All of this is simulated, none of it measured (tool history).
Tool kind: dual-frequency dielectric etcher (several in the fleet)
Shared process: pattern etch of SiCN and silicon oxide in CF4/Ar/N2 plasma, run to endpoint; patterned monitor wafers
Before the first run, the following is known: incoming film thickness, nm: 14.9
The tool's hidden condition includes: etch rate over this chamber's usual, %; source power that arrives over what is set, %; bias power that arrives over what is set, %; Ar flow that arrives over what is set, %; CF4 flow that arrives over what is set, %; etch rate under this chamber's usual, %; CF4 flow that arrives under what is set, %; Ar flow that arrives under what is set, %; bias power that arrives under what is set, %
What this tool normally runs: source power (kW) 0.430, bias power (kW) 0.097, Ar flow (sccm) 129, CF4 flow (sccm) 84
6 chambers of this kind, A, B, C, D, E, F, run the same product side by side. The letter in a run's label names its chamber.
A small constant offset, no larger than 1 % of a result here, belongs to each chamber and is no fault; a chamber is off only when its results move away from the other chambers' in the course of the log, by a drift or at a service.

run,day,source power (kW),bias power (kW),Ar flow (sccm),CF4 flow (sccm),hours since the last wet clean,hours since the last source power generator calibration,hours since the last bias power generator calibration,hours since the last Ar flow controller change,hours since the last CF4 flow controller change,endpoint time (s)
1D,0.229,0.430,0.097,129,84,163.5,1476.2,943.4,1225.2,889.9,16.281
2C,0.362,0.430,0.097,129,84,16.4,249.9,531.5,2414.1,2421.0,16.502
3E,0.567,0.430,0.097,129,84,362.9,473.9,3432.4,4497.5,1347.1,16.440
4A,0.729,0.430,0.097,129,84,371.6,2621.4,1466.4,935.7,1921.2,16.350
5F,0.908,0.430,0.097,129,84,306.9,2846.0,1614.1,3318.2,2473.1,16.543
6B,1.054,0.430,0.097,129,84,168.1,702.9,1357.7,5707.5,2761.6,16.484
7E,1.288,0.430,0.097,129,84,380.2,491.2,3449.7,4514.8,1364.4,16.380
8F,1.471,0.430,0.097,129,84,320.4,2859.5,1627.6,3331.7,2486.6,16.556
9A,1.596,0.430,0.097,129,84,392.4,2642.2,1487.2,956.5,1942.0,16.440
10C,1.700,0.430,0.097,129,84,48.5,282.0,563.6,2446.2,2453.1,16.480
# day 1.875: chamber B: Ar flow controller replaced
11B,1.883,0.430,0.097,129,84,188.0,722.8,1377.6,0.2,2781.5,16.300
# day 2.042: chamber E: wet clean of the chamber
12D,2.058,0.430,0.097,129,84,207.4,1520.1,987.3,1269.1,933.8,16.316
13D,2.279,0.430,0.097,129,84,212.7,1525.4,992.6,1274.4,939.1,16.396
14B,2.438,0.430,0.097,129,84,201.3,736.1,1390.9,13.5,2794.8,16.329
15C,2.633,0.430,0.097,129,84,70.9,304.4,586.0,2468.6,2475.5,16.491
16F,2.821,0.430,0.097,148,103,352.8,2891.9,1660.0,3364.1,2519.0,16.277
17E,2.933,0.430,0.097,148,103,21.5,530.7,3489.2,4554.3,1403.9,16.244
18A,3.038,0.430,0.097,148,103,427.0,2676.8,1521.8,991.1,1976.6,16.282
19C,3.196,0.430,0.097,148,103,84.4,317.9,599.5,2482.1,2489.0,16.405
20F,3.325,0.430,0.097,148,103,364.9,2904.0,1672.1,3376.2,2531.1,16.306
21A,3.525,0.430,0.097,148,103,438.7,2688.5,1533.5,1002.8,1988.3,16.162
# day 3.650: chamber F: Ar flow controller replaced
22B,3.671,0.430,0.097,113,84,230.9,765.7,1420.5,43.1,2824.4,16.004
23E,3.838,0.430,0.097,113,84,43.2,552.4,3510.9,4576.0,1425.6,16.068
24D,4.038,0.430,0.097,113,84,254.9,1567.6,1034.8,1316.6,981.3,16.275
25F,4.183,0.430,0.097,113,84,385.5,2924.6,1692.7,12.9,2551.7,16.248
26A,4.329,0.430,0.097,113,84,458.0,2707.8,1552.8,1022.1,2007.6,16.093
27C,4.483,0.430,0.097,113,84,115.3,348.8,630.4,2513.0,2519.9,16.319
28E,4.642,0.430,0.097,129,84,62.5,571.7,3530.2,4595.3,1444.9,16.416
29B,4.858,0.430,0.097,129,84,259.4,794.2,1449.0,71.6,2852.9,16.351
30D,5.021,0.430,0.097,129,84,278.5,1591.2,1058.4,1340.2,1004.9,16.730
# day 5.046: chamber F: wet clean of the chamber
31B,5.125,0.430,0.097,129,84,265.8,800.6,1455.4,78.0,2859.3,16.383
32A,5.304,0.430,0.097,108,96,481.4,2731.2,1576.2,1045.5,2031.0,15.670
33F,5.500,0.430,0.097,108,96,11.0,2956.2,1724.3,44.5,2583.3,15.903
34E,5.600,0.430,0.097,108,96,85.5,594.7,3553.2,4618.3,1467.9,15.710
35C,5.808,0.430,0.097,108,96,147.1,380.6,662.2,2544.8,2551.7,15.857
36D,6.004,0.430,0.097,108,96,302.1,1614.8,1082.0,1363.8,1028.5,16.228
37A,6.196,0.430,0.097,108,96,502.8,2752.6,1597.6,1066.9,2052.4,15.726
38B,6.379,0.430,0.097,129,84,295.9,830.7,1485.5,108.1,2889.4,16.346
39F,6.562,0.520,0.097,150,84,36.5,2981.7,1749.8,70.0,2608.8,14.267
40D,6.779,0.520,0.097,150,84,320.7,1633.4,1100.6,1382.4,1047.1,14.676

Which is it: a chamber that has drifted or been left off by a service, a gauge drift common to all chambers, or only each chamber's usual small offset? If a chamber is off, name it and its likeliest cause.

Little by little, chamber D moves away from the other chambers.
What lies behind it: etch rate under this chamber's usual, % = 4.7.
With only this log, it may be confused with: source power that arrives under what is set, %.

Chamber D could run next with any of the 4 candidate recipes listed below; each alters the usual settings, and their results appear as question marks. Which one brings its results back in line with what the other chambers deliver on the usual settings?
Allowed miss from the other chambers' usual-settings mean, per result, to count as in line: endpoint time (s) 0.210
41D-1,6.946,0.450,0.097,128,84,,,,,,?
41D-2,6.946,0.430,0.087,129,84,,,,,,?
41D-3,6.946,0.430,0.097,129,77,,,,,,?
41D-4,6.946,0.430,0.097,118,84,,,,,,?

Usual-settings mean across the other chambers: endpoint time (s) 16.433
run,endpoint time (s)
41D-1,16.313
41D-2,17.662
41D-3,17.199
41D-4,16.794
Change 41D-1 lands the chamber within the allowed miss of the other chambers.
